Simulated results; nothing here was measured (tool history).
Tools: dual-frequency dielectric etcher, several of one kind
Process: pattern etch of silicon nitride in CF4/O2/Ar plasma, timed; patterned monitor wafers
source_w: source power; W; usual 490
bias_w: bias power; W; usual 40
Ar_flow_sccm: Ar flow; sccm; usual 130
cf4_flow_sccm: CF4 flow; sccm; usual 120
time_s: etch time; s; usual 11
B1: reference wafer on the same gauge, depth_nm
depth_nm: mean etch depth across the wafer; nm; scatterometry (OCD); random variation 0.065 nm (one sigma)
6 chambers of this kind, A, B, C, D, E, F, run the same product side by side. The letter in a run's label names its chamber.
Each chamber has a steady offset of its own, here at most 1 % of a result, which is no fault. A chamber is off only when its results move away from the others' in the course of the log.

Run 1A, day 0.117: usual settings; B1 22.095. Result: depth_nm 18.818 nm.
Run 2F, day 0.312: usual settings; B1 22.098. Result: depth_nm 18.663 nm.
Run 3B, day 0.508: usual settings; B1 22.106. Result: depth_nm 18.731 nm.
Run 4C, day 0.679: usual settings; B1 22.092. Result: depth_nm 18.583 nm.
Run 5D, day 0.821: usual settings; B1 22.126. Result: depth_nm 18.548 nm.
Run 6E, day 1.021: usual settings but bias_w 31 W, Ar_flow_sccm 142 sccm; B1 22.105. Result: depth_nm 16.713 nm.
Run 7A, day 1.138: usual settings but bias_w 31 W, Ar_flow_sccm 142 sccm; B1 22.096. Result: depth_nm 16.89 nm.
Run 8B, day 1.242: usual settings but bias_w 31 W, Ar_flow_sccm 142 sccm; B1 22.103. Result: depth_nm 17.051 nm.
At day 1.333: chamber F: wet clean of the chamber.
At day 1.362: chamber D: Ar flow controller replaced.
Run 9F, day 1.4: usual settings but bias_w 31 W, Ar_flow_sccm 142 sccm; B1 22.101. Result: depth_nm 16.952 nm.
Run 10E, day 1.5: usual settings but bias_w 31 W, Ar_flow_sccm 142 sccm; B1 22.095. Result: depth_nm 16.957 nm.
Run 11D, day 1.7: usual settings but bias_w 31 W, Ar_flow_sccm 142 sccm; B1 22.099. Result: depth_nm 16.813 nm.
Run 12C, day 1.808: usual settings but bias_w 36 W, Ar_flow_sccm 160 sccm; B1 22.103. Result: depth_nm 17.407 nm.
Run 13E, day 1.904: usual settings but bias_w 36 W, Ar_flow_sccm 160 sccm; B1 22.094. Result: depth_nm 17.421 nm.
At day 1.946: chamber B: wet clean of the chamber.
Run 14C, day 2.071: usual settings but bias_w 36 W, Ar_flow_sccm 160 sccm; B1 22.076. Result: depth_nm 17.307 nm.
Run 15F, day 2.167: usual settings but bias_w 36 W, Ar_flow_sccm 160 sccm; B1 22.097. Result: depth_nm 17.508 nm.
Run 16A, day 2.375: usual settings but bias_w 36 W, Ar_flow_sccm 160 sccm; B1 22.085. Result: depth_nm 17.604 nm.
Run 17D, day 2.579: usual settings but bias_w 36 W, Ar_flow_sccm 160 sccm; B1 22.093. Result: depth_nm 17.412 nm.
Run 18B, day 2.762: usual settings but Ar_flow_sccm 113 sccm, cf4_flow_sccm 146 sccm; B1 22.107. Result: depth_nm 19.728 nm.
Run 19C, day 2.967: usual settings but Ar_flow_sccm 113 sccm, cf4_flow_sccm 146 sccm; B1 22.109. Result: depth_nm 19.5 nm.
Run 20F, day 3.175: usual settings but Ar_flow_sccm 113 sccm, cf4_flow_sccm 146 sccm; B1 22.085. Result: depth_nm 19.722 nm.
Run 21E, day 3.375: usual settings but Ar_flow_sccm 113 sccm, cf4_flow_sccm 146 sccm; B1 22.109. Result: depth_nm 19.707 nm.
Run 22D, day 3.538: usual settings but Ar_flow_sccm 113 sccm, cf4_flow_sccm 146 sccm; B1 22.095. Result: depth_nm 19.341 nm.
Run 23B, day 3.667: usual settings but Ar_flow_sccm 113 sccm, cf4_flow_sccm 146 sccm; B1 22.109. Result: depth_nm 19.725 nm.
Run 24A, day 3.883: usual settings; B1 22.113. Result: depth_nm 18.617 nm.
Run 25F, day 4.054: usual settings but bias_w 32 W, time_s 14 s; B1 22.11. Result: depth_nm 22.097 nm.
Run 26A, day 4.192: usual settings but bias_w 32 W, time_s 14 s; B1 22.115. Result: depth_nm 22.064 nm.
At day 4.212: chamber E: CF4 flow controller replaced.
Run 27B, day 4.4: usual settings but bias_w 32 W, time_s 14 s; B1 22.108. Result: depth_nm 22.29 nm.
Run 28C, day 4.567: usual settings but bias_w 32 W, time_s 14 s; B1 22.086. Result: depth_nm 21.88 nm.
Run 29D, day 4.696: usual settings but bias_w 32 W, time_s 14 s; B1 22.101. Result: depth_nm 21.779 nm.
Run 30E, day 4.804: usual settings but bias_w 32 W, time_s 14 s; B1 22.109. Result: depth_nm 22.275 nm.
Run 31A, day 5.004: usual settings; B1 22.108. Result: depth_nm 18.762 nm.
Run 32E, day 5.162: usual settings; B1 22.097. Result: depth_nm 19.004 nm.
Run 33D, day 5.35: usual settings but source_w 600 W, time_s 8 s; B1 22.085. Result: depth_nm 16.106 nm.
Run 34F, day 5.55: usual settings but source_w 600 W, time_s 8 s; B1 22.123. Result: depth_nm 16.24 nm.
Run 35B, day 5.7: usual settings but source_w 600 W, time_s 8 s; B1 22.093. Result: depth_nm 16.404 nm.
Run 36C, day 5.883: usual settings but source_w 600 W, time_s 8 s; B1 22.114. Result: depth_nm 16.261 nm.
Run 37E, day 6.046: usual settings but source_w 600 W, time_s 8 s; B1 22.114. Result: depth_nm 16.535 nm.
Run 38C, day 6.175: usual settings but source_w 600 W, time_s 8 s; B1 22.094. Result: depth_nm 16.234 nm.
Run 39F, day 6.367: usual settings; B1 22.099. Result: depth_nm 18.762 nm.

Next, every chamber runs the same settings. What will each give?
Run 40A, day 6.525: usual settings. Result: depth_nm ?.
Run 40B, day 6.525: usual settings. Result: depth_nm ?.
Run 40C, day 6.525: usual settings. Result: depth_nm ?.
Run 40D, day 6.525: usual settings. Result: depth_nm ?.
Run 40E, day 6.525: usual settings. Result: depth_nm ?.
Run 40F, day 6.525: usual settings. Result: depth_nm ?.

run  depth_nm
40A    18.836
40B    18.888
40C    18.684
40D    18.703
40E      19.1
40F    18.887
